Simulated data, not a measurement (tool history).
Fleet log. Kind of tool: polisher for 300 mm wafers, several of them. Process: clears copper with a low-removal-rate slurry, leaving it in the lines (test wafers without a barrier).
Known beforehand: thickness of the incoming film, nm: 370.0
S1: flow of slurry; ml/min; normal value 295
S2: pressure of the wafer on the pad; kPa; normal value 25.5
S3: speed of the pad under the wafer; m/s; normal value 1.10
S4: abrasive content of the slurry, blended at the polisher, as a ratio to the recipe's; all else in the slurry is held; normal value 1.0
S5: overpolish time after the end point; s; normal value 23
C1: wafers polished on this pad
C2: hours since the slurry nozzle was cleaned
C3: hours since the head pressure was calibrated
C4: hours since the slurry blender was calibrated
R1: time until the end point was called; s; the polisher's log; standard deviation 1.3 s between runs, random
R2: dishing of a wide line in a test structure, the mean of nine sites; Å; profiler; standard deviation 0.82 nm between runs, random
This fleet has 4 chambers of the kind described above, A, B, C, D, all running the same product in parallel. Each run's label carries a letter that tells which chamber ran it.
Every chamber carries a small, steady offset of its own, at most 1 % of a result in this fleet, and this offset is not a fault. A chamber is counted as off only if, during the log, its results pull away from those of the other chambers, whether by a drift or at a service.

run,hour,S1,S2,S3,S4,S5,C1,C2,C3,C4,R1,R2
# hour 1.9: chamber C: worn pad replaced by a new one
1A,4.2,295,25.5,1.10,1.0,23,749,476.4,20.7,71.8,99.090,456.63
2D,9.6,295,25.5,1.10,1.0,23,172,608.8,646.6,115.6,98.962,434.42
3B,16.9,295,25.5,1.10,1.0,23,857,182.2,186.0,131.0,95.653,441.20
4C,21.2,295,25.5,1.10,1.0,23,203,240.0,26.3,76.6,95.871,434.00
5D,25.6,295,25.5,1.10,1.0,23,340,624.8,662.6,131.6,98.558,439.95
6C,31.1,295,25.5,1.10,1.0,23,307,249.9,36.2,86.5,96.611,447.37
7A,35.0,295,25.5,1.10,1.0,23,1072,507.2,51.5,102.6,97.318,423.76
# hour 35.5: chamber B: worn pad replaced by a new one
8B,43.4,295,25.5,1.10,1.0,23,83,208.7,212.5,157.5,97.744,428.00
9C,48.1,295,25.5,1.10,1.0,23,485,266.9,53.2,103.5,100.070,447.57
# hour 49.7: chamber C: worn pad replaced by a new one
10B,52.0,295,25.5,1.10,1.0,23,173,217.3,221.1,166.1,95.724,457.82
# hour 53.0: chamber A: worn pad replaced by a new one
11A,56.7,295,25.5,1.10,1.0,23,39,528.9,73.2,124.3,97.537,442.07
12D,61.3,295,25.5,1.10,1.0,23,715,660.5,698.3,167.3,99.269,429.32
13D,67.1,295,25.5,1.10,1.0,23,776,666.3,704.1,173.1,98.923,445.30
14B,71.5,295,25.5,1.34,1.0,30,378,236.8,240.6,185.6,78.278,554.81
15C,76.0,295,25.5,1.34,1.0,30,276,294.8,81.1,131.4,78.252,566.69
16A,80.0,295,25.5,1.34,1.0,30,284,552.2,96.5,147.6,79.983,559.64
17D,88.6,295,25.5,1.34,1.0,30,1002,687.8,725.6,194.6,80.351,548.21
18C,94.7,295,25.5,1.10,1.0,23,472,313.5,99.8,150.1,97.247,447.39
19A,101.8,295,21.4,0.80,1.0,23,513,574.0,118.3,169.4,158.880,309.43
# hour 102.2: chamber C: worn pad replaced by a new one
20B,107.3,295,21.4,0.80,1.0,23,754,272.6,276.4,221.4,157.320,318.36
# hour 107.9: chamber D: worn pad replaced by a new one
21D,111.6,295,21.4,0.80,1.0,23,39,710.8,748.6,217.6,161.620,319.87
22B,117.4,295,21.4,0.80,1.0,23,860,282.7,286.5,231.5,155.010,314.15
23C,123.0,295,25.5,1.10,1.0,23,219,341.8,128.1,178.4,95.211,456.09
24A,127.2,295,25.5,1.10,1.0,23,779,599.4,143.7,194.8,96.018,436.12
25C,135.1,295,25.5,1.10,1.0,23,346,353.9,140.2,190.5,96.142,432.50
# hour 136.9: chamber B: worn pad replaced by a new one
# hour 139.9: chamber D: slurry blender recalibrated
26D,140.4,295,25.5,1.10,1.0,23,341,739.6,777.4,0.6,97.254,434.78
27B,146.1,295,25.5,1.10,1.0,23,97,311.4,315.2,260.2,95.353,452.45
28A,150.0,295,25.5,1.10,1.0,23,1019,622.2,166.5,217.6,94.676,439.15
29B,157.9,295,25.5,1.10,1.0,23,221,323.2,327.0,272.0,98.320,437.76

Decide between three cases: one chamber stands off from its peers, the gauge reading all wafers drifts, or nothing is wrong past each chamber's small offset. Where a chamber is off, say which and what most likely put it there.

No chamber is off and the gauge is stable; the differences are just each chamber's small, constant offset.
